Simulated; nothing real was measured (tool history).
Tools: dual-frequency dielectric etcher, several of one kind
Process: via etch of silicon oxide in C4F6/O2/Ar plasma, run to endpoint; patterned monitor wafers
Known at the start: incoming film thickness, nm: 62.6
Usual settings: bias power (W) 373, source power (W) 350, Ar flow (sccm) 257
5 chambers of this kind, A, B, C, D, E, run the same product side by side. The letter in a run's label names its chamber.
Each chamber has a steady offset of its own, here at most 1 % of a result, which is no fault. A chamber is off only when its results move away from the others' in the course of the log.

run	hour	bias power (W)	source power (W)	Ar flow (sccm)	endpoint time (s)
1D	11.2	373	350	257	15.925
2E	25.6	373	350	257	15.382
3C	33.4	373	350	257	16.150
4A	43.4	373	350	257	15.718
5B	57.5	373	350	257	15.959
6D	69.4	373	350	257	15.783
7B	85.2	373	350	257	15.941
# hour 87.3: chamber A: bias power generator calibrated
# hour 96.5: chamber C: wet clean of the chamber
8C	100.9	373	350	257	15.687
# hour 102.5: chamber C: bias power generator calibrated
9A	110.5	373	350	257	15.937
10E	125.9	373	350	257	15.572
11A	140.8	373	400	257	15.048
12B	156.5	373	400	257	14.981
13D	163.8	373	400	257	14.919
# hour 172.6: chamber A: Ar flow controller replaced
14C	173.0	373	400	257	14.914
15E	188.9	373	400	257	14.917
# hour 193.5: chamber E: wet clean of the chamber
16D	197.7	298	350	230	16.808
17A	209.8	298	350	230	17.115
18E	221.9	298	350	230	16.845
19C	236.9	298	350	230	17.191
# hour 244.5: chamber D: bias power generator calibrated
20B	247.0	298	350	230	16.910
21E	255.8	373	350	257	15.472
22A	265.6	373	350	257	15.975
23B	273.7	373	350	257	15.955
24D	284.5	373	350	281	15.949
25C	296.3	373	350	281	16.131
26C	305.7	373	350	281	16.032
27A	320.7	373	350	281	16.166
28D	328.4	373	350	281	15.756
29E	338.4	373	350	257	15.406
30B	353.7	373	260	233	17.544
31B	366.3	373	260	233	17.284
32E	379.4	373	260	233	17.208
# hour 380.9: chamber D: source power generator calibrated
33D	388.5	373	260	233	17.546
34C	404.4	373	260	233	17.287
35A	417.0	373	350	257	15.948

Is one chamber off against the others, does the gauge drift, or is nothing wrong? If a chamber is off, say which, and what the likeliest cause is.

No chamber stands off beyond its own small offset, and the gauge holds steady.

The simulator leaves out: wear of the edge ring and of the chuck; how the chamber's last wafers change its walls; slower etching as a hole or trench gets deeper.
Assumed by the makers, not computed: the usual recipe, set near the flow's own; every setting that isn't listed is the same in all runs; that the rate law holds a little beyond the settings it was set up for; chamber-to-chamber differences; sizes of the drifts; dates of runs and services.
